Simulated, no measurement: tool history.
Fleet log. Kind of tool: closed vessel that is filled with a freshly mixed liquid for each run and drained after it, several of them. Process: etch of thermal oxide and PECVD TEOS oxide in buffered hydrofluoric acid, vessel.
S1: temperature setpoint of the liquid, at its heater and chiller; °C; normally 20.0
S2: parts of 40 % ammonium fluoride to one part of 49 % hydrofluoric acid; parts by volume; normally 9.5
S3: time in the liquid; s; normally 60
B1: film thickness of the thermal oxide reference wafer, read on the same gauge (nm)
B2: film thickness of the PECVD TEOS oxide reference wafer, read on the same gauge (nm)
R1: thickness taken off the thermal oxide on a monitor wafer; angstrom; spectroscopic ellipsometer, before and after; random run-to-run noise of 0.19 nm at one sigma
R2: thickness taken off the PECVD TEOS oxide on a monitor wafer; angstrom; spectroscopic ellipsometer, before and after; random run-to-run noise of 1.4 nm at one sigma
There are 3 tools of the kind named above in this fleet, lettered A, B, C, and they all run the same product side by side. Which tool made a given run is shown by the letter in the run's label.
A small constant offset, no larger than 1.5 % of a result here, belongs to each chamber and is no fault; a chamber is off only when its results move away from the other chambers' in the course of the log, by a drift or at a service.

Run 1A, hour 5.1: usual settings; B1 40.017; B2 49.963. Result: R1 569.26 angstrom, R2 1900.50 angstrom.
Run 2C, hour 16.1: usual settings; B1 40.002; B2 49.967. Result: R1 572.26 angstrom, R2 1884.30 angstrom.
At hour 23.7: chamber A: thermometer replaced.
Run 3B, hour 24.4: usual settings; B1 39.993; B2 50.010. Result: R1 567.83 angstrom, R2 1872.40 angstrom.
Run 4B, hour 31.5: usual settings; B1 39.948; B2 49.983. Result: R1 565.48 angstrom, R2 1865.00 angstrom.
Run 5C, hour 40.8: usual settings; B1 39.967; B2 50.044. Result: R1 574.08 angstrom, R2 1893.30 angstrom.
Run 6A, hour 50.4: usual settings but S2 12.5 parts by volume, S3 35 s; B1 40.027; B2 50.027. Result: R1 257.77 angstrom, R2 864.76 angstrom.
Run 7C, hour 59.0: usual settings but S2 12.5 parts by volume, S3 35 s; B1 39.962; B2 50.034. Result: R1 258.90 angstrom, R2 855.79 angstrom.
Run 8B, hour 66.2: usual settings but S2 12.5 parts by volume, S3 35 s; B1 40.010; B2 50.032. Result: R1 259.24 angstrom, R2 852.70 angstrom.
Run 9A, hour 73.1: usual settings; B1 39.961; B2 49.970. Result: R1 565.28 angstrom, R2 1882.50 angstrom.
Run 10B, hour 82.5: usual settings but S1 22.5 °C, S2 13.0 parts by volume; B1 40.017; B2 49.991. Result: R1 491.42 angstrom, R2 1624.90 angstrom.
Run 11C, hour 92.6: usual settings but S1 22.5 °C, S2 13.0 parts by volume; B1 40.020; B2 49.975. Result: R1 495.34 angstrom, R2 1627.00 angstrom.
Run 12A, hour 102.7: usual settings but S1 22.5 °C, S2 13.0 parts by volume; B1 40.027; B2 49.985. Result: R1 490.69 angstrom, R2 1621.60 angstrom.
Run 13C, hour 112.6: usual settings; B1 40.036; B2 50.001. Result: R1 576.25 angstrom, R2 1869.60 angstrom.
Run 14B, hour 122.3: usual settings; B1 40.015; B2 49.948. Result: R1 569.53 angstrom, R2 1877.90 angstrom.
Run 15A, hour 128.9: usual settings but S1 18.5 °C, S2 11.5 parts by volume; B1 40.047; B2 49.961. Result: R1 440.75 angstrom, R2 1473.20 angstrom.
Run 16C, hour 139.8: usual settings but S1 18.5 °C, S2 11.5 parts by volume; B1 39.983; B2 50.012. Result: R1 443.56 angstrom, R2 1477.10 angstrom.
Run 17A, hour 146.1: usual settings but S1 18.5 °C, S2 11.5 parts by volume; B1 40.031; B2 50.017. Result: R1 438.73 angstrom, R2 1478.30 angstrom.
At hour 154.1: chamber A: hydrofluoric acid flow meter replaced.
Run 18B, hour 154.1: usual settings; B1 40.015; B2 50.009. Result: R1 567.97 angstrom, R2 1832.90 angstrom.
Run 19C, hour 159.3: usual settings; B1 39.984; B2 49.991. Result: R1 571.15 angstrom, R2 1911.00 angstrom.
Run 20B, hour 170.4: usual settings; B1 39.987; B2 50.007. Result: R1 571.39 angstrom, R2 1869.90 angstrom.
Run 21A, hour 181.1: usual settings; B1 40.001; B2 50.046. Result: R1 564.41 angstrom, R2 1923.80 angstrom.
Run 22A, hour 187.4: usual settings but S1 24.5 °C, S2 6.5 parts by volume; B1 40.010; B2 49.987. Result: R1 1062.30 angstrom, R2 3555.60 angstrom.
At hour 191.3: chamber C: thermometer replaced.
Run 23C, hour 199.0: usual settings but S1 24.5 °C, S2 6.5 parts by volume; B1 40.021; B2 49.979. Result: R1 1067.70 angstrom, R2 3542.30 angstrom.
Run 24B, hour 208.7: usual settings but S1 24.5 °C, S2 6.5 parts by volume; B1 39.980; B2 49.985. Result: R1 1050.60 angstrom, R2 3466.20 angstrom.
Run 25B, hour 217.1: usual settings; B1 40.031; B2 50.006. Result: R1 567.93 angstrom, R2 1850.90 angstrom.
Run 26C, hour 224.6: usual settings; B1 40.043; B2 50.021. Result: R1 571.61 angstrom, R2 1921.80 angstrom.

Each of the 3 chambers runs these same settings next. Fill in every chamber's results:
Run 27A, hour 232.9: usual settings but S3 75 s. Result: R1 ?, R2 ?.
Run 27B, hour 232.9: usual settings but S3 75 s. Result: R1 ?, R2 ?.
Run 27C, hour 232.9: usual settings but S3 75 s. Result: R1 ?, R2 ?.

run      R1       R2
27A  710.09  2378.20
27B  708.51  2341.30
27C  719.92  2380.20
